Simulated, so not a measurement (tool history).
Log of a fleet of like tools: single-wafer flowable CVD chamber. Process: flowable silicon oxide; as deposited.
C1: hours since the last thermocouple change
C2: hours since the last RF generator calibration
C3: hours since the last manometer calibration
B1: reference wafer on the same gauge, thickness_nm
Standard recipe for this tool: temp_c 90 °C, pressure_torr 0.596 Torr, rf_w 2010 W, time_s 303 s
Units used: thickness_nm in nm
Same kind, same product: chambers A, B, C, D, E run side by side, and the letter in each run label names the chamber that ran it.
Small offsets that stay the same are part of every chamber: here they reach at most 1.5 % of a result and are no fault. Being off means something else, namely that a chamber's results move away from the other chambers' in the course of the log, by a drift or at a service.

run 1A hour=9.6 | temp_c=90 pressure_torr=0.596 rf_w=2010 time_s=303 | C1=166.5 C2=207.6 C3=615.4 | B1=205.02 | thickness_nm=174.14
run 2C hour=17.7 | temp_c=90 pressure_torr=0.596 rf_w=2010 time_s=303 | C1=920.4 C2=877.2 C3=3113.1 | B1=204.91 | thickness_nm=173.65
run 3D hour=27 | temp_c=90 pressure_torr=0.596 rf_w=2010 time_s=303 | C1=692.1 C2=368 C3=1890.2 | B1=205.15 | thickness_nm=173.82
run 4E hour=35.1 | temp_c=90 pressure_torr=0.596 rf_w=2010 time_s=303 | C1=237.3 C2=676.4 C3=1473.1 | B1=205 | thickness_nm=172.1
run 5B hour=40.5 | temp_c=83 pressure_torr=0.596 rf_w=1870 time_s=303 | C1=463.5 C2=1018.4 C3=1594.1 | B1=205.08 | thickness_nm=208.02
run 6A hour=46.2 | temp_c=83 pressure_torr=0.596 rf_w=1870 time_s=303 | C1=203.1 C2=244.2 C3=652 | B1=205.19 | thickness_nm=210.65
run 7D hour=53.9 | temp_c=83 pressure_torr=0.596 rf_w=1870 time_s=303 | C1=719 C2=394.9 C3=1917.1 | B1=205.15 | thickness_nm=207.35
run 8E hour=59.4 | temp_c=83 pressure_torr=0.596 rf_w=1870 time_s=303 | C1=261.6 C2=700.7 C3=1497.4 | B1=205.08 | thickness_nm=210.68
run 9C hour=64.7 | temp_c=83 pressure_torr=0.596 rf_w=1870 time_s=303 | C1=967.4 C2=924.2 C3=3160.1 | B1=205.24 | thickness_nm=209.91
run 10B hour=69.6 | temp_c=90 pressure_torr=0.596 rf_w=2010 time_s=303 | C1=492.6 C2=1047.5 C3=1623.2 | B1=204.85 | thickness_nm=174.35
-- hour=79.8 chamber C: capacitance manometer re-zeroed and calibrated
run 11E hour=80 | temp_c=90 pressure_torr=0.596 rf_w=2010 time_s=303 | C1=282.2 C2=721.3 C3=1518 | B1=204.95 | thickness_nm=172.63
run 12A hour=89.5 | temp_c=90 pressure_torr=0.596 rf_w=2010 time_s=303 | C1=246.4 C2=287.5 C3=695.3 | B1=205.01 | thickness_nm=173.64
run 13B hour=96.7 | temp_c=90 pressure_torr=0.596 rf_w=2010 time_s=303 | C1=519.7 C2=1074.6 C3=1650.3 | B1=204.84 | thickness_nm=173.78
run 14D hour=104.3 | temp_c=90 pressure_torr=0.596 rf_w=2010 time_s=303 | C1=769.4 C2=445.3 C3=1967.5 | B1=204.88 | thickness_nm=171.99
run 15C hour=109.7 | temp_c=90 pressure_torr=0.596 rf_w=2010 time_s=303 | C1=1012.4 C2=969.2 C3=30 | B1=205.02 | thickness_nm=181.42
run 16D hour=120 | temp_c=90 pressure_torr=0.596 rf_w=2010 time_s=303 | C1=785.1 C2=461 C3=1983.2 | B1=205.02 | thickness_nm=173.61
run 17E hour=129.4 | temp_c=90 pressure_torr=0.596 rf_w=2010 time_s=303 | C1=331.6 C2=770.7 C3=1567.4 | B1=204.96 | thickness_nm=174.31
run 18B hour=134 | temp_c=90 pressure_torr=0.596 rf_w=2010 time_s=303 | C1=557 C2=1111.9 C3=1687.6 | B1=205.1 | thickness_nm=173.18
run 19A hour=140.1 | temp_c=90 pressure_torr=0.596 rf_w=2010 time_s=303 | C1=297 C2=338.1 C3=745.9 | B1=205.05 | thickness_nm=174.6
run 20C hour=145.1 | temp_c=90 pressure_torr=0.596 rf_w=2010 time_s=303 | C1=1047.8 C2=1004.6 C3=65.4 | B1=205.1 | thickness_nm=181.47
run 21C hour=153.7 | temp_c=90 pressure_torr=0.596 rf_w=2010 time_s=303 | C1=1056.4 C2=1013.2 C3=74 | B1=204.93 | thickness_nm=182.82
run 22B hour=160 | temp_c=90 pressure_torr=0.596 rf_w=2010 time_s=303 | C1=583 C2=1137.9 C3=1713.6 | B1=205.04 | thickness_nm=173.87
run 23E hour=169 | temp_c=90 pressure_torr=0.596 rf_w=2010 time_s=303 | C1=371.2 C2=810.3 C3=1607 | B1=204.8 | thickness_nm=175.13
run 24A hour=174.1 | temp_c=90 pressure_torr=0.596 rf_w=2190 time_s=303 | C1=331 C2=372.1 C3=779.9 | B1=205.08 | thickness_nm=177.09
run 25D hour=179 | temp_c=90 pressure_torr=0.596 rf_w=2190 time_s=303 | C1=844.1 C2=520 C3=2042.2 | B1=205.07 | thickness_nm=174.76
run 26C hour=187.9 | temp_c=90 pressure_torr=0.596 rf_w=2190 time_s=303 | C1=1090.6 C2=1047.4 C3=108.2 | B1=204.98 | thickness_nm=184.92
run 27E hour=193.8 | temp_c=90 pressure_torr=0.596 rf_w=2190 time_s=303 | C1=396 C2=835.1 C3=1631.8 | B1=204.73 | thickness_nm=177.96
run 28B hour=203.2 | temp_c=90 pressure_torr=0.596 rf_w=2190 time_s=303 | C1=626.2 C2=1181.1 C3=1756.8 | B1=205.17 | thickness_nm=175.92
run 29A hour=208.3 | temp_c=90 pressure_torr=0.596 rf_w=2010 time_s=303 | C1=365.2 C2=406.3 C3=814.1 | B1=205.15 | thickness_nm=175.26
run 30D hour=217.9 | temp_c=90 pressure_torr=0.596 rf_w=2010 time_s=303 | C1=883 C2=558.9 C3=2081.1 | B1=205.08 | thickness_nm=173.68
run 31B hour=225 | temp_c=90 pressure_torr=0.596 rf_w=2010 time_s=303 | C1=648 C2=1202.9 C3=1778.6 | B1=205.01 | thickness_nm=172.01
run 32D hour=232.8 | temp_c=90 pressure_torr=0.596 rf_w=2010 time_s=303 | C1=897.9 C2=573.8 C3=2096 | B1=204.85 | thickness_nm=173.73
run 33C hour=239.4 | temp_c=90 pressure_torr=0.596 rf_w=2305 time_s=361 | C1=1142.1 C2=1098.9 C3=159.7 | B1=204.77 | thickness_nm=222.94
run 34A hour=243.9 | temp_c=90 pressure_torr=0.596 rf_w=2305 time_s=361 | C1=400.8 C2=441.9 C3=849.7 | B1=205.05 | thickness_nm=212.3
run 35E hour=252.4 | temp_c=90 pressure_torr=0.596 rf_w=2305 time_s=361 | C1=454.6 C2=893.7 C3=1690.4 | B1=205.12 | thickness_nm=214.01

Has any chamber moved away from the others, gradually or after a service, or does the common gauge drift, or do the chambers differ only by their own small steady offsets? State the chamber and the most likely cause if one applies.

A service left chamber C off against the others.
Cause: true pressure above the setpoint (%) = 3.31.

Below are 4 candidate recipes for chamber C's next run, each the usual settings with a change, their results shown as question marks. Which of them brings C's results back in line with what the other chambers give on the usual settings?
In line here means within this much of the mean the other chambers give on the usual settings: thickness_nm 3 nm
run 36C-1 hour=259.9 | temp_c=91 pressure_torr=0.59 rf_w=2010 time_s=302 | thickness_nm=?
run 36C-2 hour=259.9 | temp_c=90 pressure_torr=0.599 rf_w=2010 time_s=304 | thickness_nm=?
run 36C-3 hour=259.9 | temp_c=89 pressure_torr=0.602 rf_w=2010 time_s=304 | thickness_nm=?
run 36C-4 hour=259.9 | temp_c=90 pressure_torr=0.593 rf_w=2010 time_s=302 | thickness_nm=?

The mean the other chambers reach with the usual settings: thickness_nm 173.6 nm
run=36C-1 thickness_nm=172.53
run=36C-2 thickness_nm=183.58
run=36C-3 thickness_nm=190.38
run=36C-4 thickness_nm=179.86
36C-1 puts the chamber back in line with the other chambers.
